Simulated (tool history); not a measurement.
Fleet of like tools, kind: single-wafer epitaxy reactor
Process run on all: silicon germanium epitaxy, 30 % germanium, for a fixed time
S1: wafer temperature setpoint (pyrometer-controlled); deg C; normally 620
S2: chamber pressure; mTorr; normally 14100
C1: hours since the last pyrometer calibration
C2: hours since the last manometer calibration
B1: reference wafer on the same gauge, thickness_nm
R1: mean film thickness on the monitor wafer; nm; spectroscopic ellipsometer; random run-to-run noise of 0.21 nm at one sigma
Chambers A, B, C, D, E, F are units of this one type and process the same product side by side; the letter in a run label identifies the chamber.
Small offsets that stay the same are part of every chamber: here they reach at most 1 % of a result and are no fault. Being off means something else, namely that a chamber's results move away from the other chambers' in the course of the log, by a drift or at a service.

{"run": "1C", "hour": 10.0, "S1": 620, "S2": 14100, "C1": 195.3, "C2": 806.5, "B1": 78.322, "R1": 73.386}
{"run": "2B", "hour": 24.1, "S1": 620, "S2": 14100, "C1": 390.5, "C2": 919.8, "B1": 78.379, "R1": 73.468}
{"run": "3D", "hour": 30.8, "S1": 620, "S2": 14100, "C1": 818.0, "C2": 2311.5, "B1": 78.224, "R1": 72.797}
{"run": "4A", "hour": 40.9, "S1": 620, "S2": 14100, "C1": 751.4, "C2": 1041.9, "B1": 78.278, "R1": 73.651}
{"run": "5F", "hour": 53.3, "S1": 620, "S2": 14100, "C1": 1036.1, "C2": 690.0, "B1": 78.249, "R1": 73.453}
{"run": "6E", "hour": 60.7, "S1": 620, "S2": 14100, "C1": 1109.7, "C2": 222.9, "B1": 78.271, "R1": 73.761}
{"run": "7D", "hour": 67.7, "S1": 620, "S2": 14100, "C1": 854.9, "C2": 2348.4, "B1": 78.315, "R1": 72.766}
{"run": "8E", "hour": 82.0, "S1": 620, "S2": 14100, "C1": 1131.0, "C2": 244.2, "B1": 78.26, "R1": 73.513}
{"hour": 91.5, "done": "chamber D: capacitance manometer re-zeroed and calibrated"}
{"run": "9C", "hour": 93.3, "S1": 620, "S2": 14100, "C1": 278.6, "C2": 889.8, "B1": 78.363, "R1": 73.07}
{"run": "10A", "hour": 100.5, "S1": 620, "S2": 14100, "C1": 811.0, "C2": 1101.5, "B1": 78.322, "R1": 73.173}
{"hour": 101.9, "done": "chamber F: pyrometer calibrated"}
{"run": "11F", "hour": 113.9, "S1": 620, "S2": 14100, "C1": 12.1, "C2": 750.6, "B1": 78.267, "R1": 73.508}
{"run": "12B", "hour": 123.6, "S1": 620, "S2": 14100, "C1": 490.0, "C2": 1019.3, "B1": 78.35, "R1": 73.435}
{"run": "13B", "hour": 132.3, "S1": 620, "S2": 14100, "C1": 498.7, "C2": 1028.0, "B1": 78.263, "R1": 73.762}
{"run": "14D", "hour": 141.9, "S1": 620, "S2": 14100, "C1": 929.1, "C2": 50.5, "B1": 78.306, "R1": 72.539}
{"run": "15C", "hour": 151.9, "S1": 620, "S2": 14100, "C1": 337.2, "C2": 948.4, "B1": 78.301, "R1": 73.376}
{"run": "16A", "hour": 166.9, "S1": 620, "S2": 14100, "C1": 877.4, "C2": 1167.9, "B1": 78.246, "R1": 73.406}
{"run": "17E", "hour": 176.9, "S1": 620, "S2": 14100, "C1": 1225.9, "C2": 339.1, "B1": 78.316, "R1": 73.779}
{"run": "18F", "hour": 184.0, "S1": 620, "S2": 14100, "C1": 82.2, "C2": 820.7, "B1": 78.283, "R1": 73.192}
{"run": "19B", "hour": 199.3, "S1": 620, "S2": 14100, "C1": 565.7, "C2": 1095.0, "B1": 78.297, "R1": 73.506}
{"run": "20D", "hour": 213.5, "S1": 620, "S2": 14100, "C1": 1000.7, "C2": 122.1, "B1": 78.294, "R1": 73.383}
{"run": "21E", "hour": 224.3, "S1": 620, "S2": 14100, "C1": 1273.3, "C2": 386.5, "B1": 78.268, "R1": 74.114}
{"run": "22F", "hour": 234.4, "S1": 620, "S2": 14100, "C1": 132.6, "C2": 871.1, "B1": 78.338, "R1": 73.279}
{"run": "23A", "hour": 246.7, "S1": 620, "S2": 14100, "C1": 957.2, "C2": 1247.7, "B1": 78.295, "R1": 73.179}
{"hour": 247.3, "done": "chamber A: pyrometer calibrated"}
{"run": "24C", "hour": 256.2, "S1": 620, "S2": 14100, "C1": 441.5, "C2": 1052.7, "B1": 78.345, "R1": 73.217}
{"run": "25A", "hour": 265.1, "S1": 631, "S2": 11500, "C1": 17.8, "C2": 1266.1, "B1": 78.254, "R1": 81.442}
{"run": "26E", "hour": 275.2, "S1": 631, "S2": 11500, "C1": 1324.2, "C2": 437.4, "B1": 78.295, "R1": 82.116}
{"run": "27F", "hour": 286.6, "S1": 631, "S2": 11500, "C1": 184.8, "C2": 923.3, "B1": 78.294, "R1": 81.54}
{"run": "28D", "hour": 298.2, "S1": 631, "S2": 11500, "C1": 1085.4, "C2": 206.8, "B1": 78.274, "R1": 82.801}
{"run": "29B", "hour": 310.8, "S1": 631, "S2": 11500, "C1": 677.2, "C2": 1206.5, "B1": 78.273, "R1": 82.348}
{"run": "30C", "hour": 321.9, "S1": 631, "S2": 11500, "C1": 507.2, "C2": 1118.4, "B1": 78.349, "R1": 81.26}
{"run": "31F", "hour": 332.4, "S1": 620, "S2": 14100, "C1": 230.6, "C2": 969.1, "B1": 78.257, "R1": 73.063}
{"run": "32E", "hour": 339.8, "S1": 614, "S2": 11800, "C1": 1388.8, "C2": 502.0, "B1": 78.316, "R1": 62.073}
{"run": "33C", "hour": 350.7, "S1": 614, "S2": 11800, "C1": 536.0, "C2": 1147.2, "B1": 78.248, "R1": 61.206}
{"run": "34A", "hour": 358.8, "S1": 614, "S2": 11800, "C1": 111.5, "C2": 1359.8, "B1": 78.295, "R1": 61.276}
{"run": "35D", "hour": 366.4, "S1": 614, "S2": 11800, "C1": 1153.6, "C2": 275.0, "B1": 78.328, "R1": 63.004}
{"run": "36B", "hour": 378.2, "S1": 614, "S2": 11800, "C1": 744.6, "C2": 1273.9, "B1": 78.293, "R1": 61.591}

Has any chamber moved away from the others, gradually or after a service, or does the common gauge drift, or do the chambers differ only by their own small steady offsets? State the chamber and the most likely cause if one applies.

It is chamber D that slowly wanders off from its peers.
What lies behind it: wafer temperature above the value expected at the setpoint (K) = 2.02.
From this log alone, it may not be told apart from: true pressure above the setpoint (%).

Below are 4 candidate recipes for chamber D's next run, each the usual settings with a change, their results shown as question marks. Which of them brings D's results back in line with what the other chambers give on the usual settings?
Maximum distance from the other chambers' mean on the usual settings for a result to count as in line: R1 0.730 nm
{"run": "37D-1", "hour": 389.2, "S1": 620, "S2": 14400, "R1": "?"}
{"run": "37D-2", "hour": 389.2, "S1": 620, "S2": 13800, "R1": "?"}
{"run": "37D-3", "hour": 389.2, "S1": 620, "S2": 15000, "R1": "?"}
{"run": "37D-4", "hour": 389.2, "S1": 620, "S2": 13200, "R1": "?"}

Other chambers, usual settings, mean: R1 73.380 nm
run=37D-1 R1=76.010
run=37D-2 R1=74.717
run=37D-3 R1=77.271
run=37D-4 R1=73.389
The answer is 37D-4, which returns the chamber to within the allowed miss of the others.
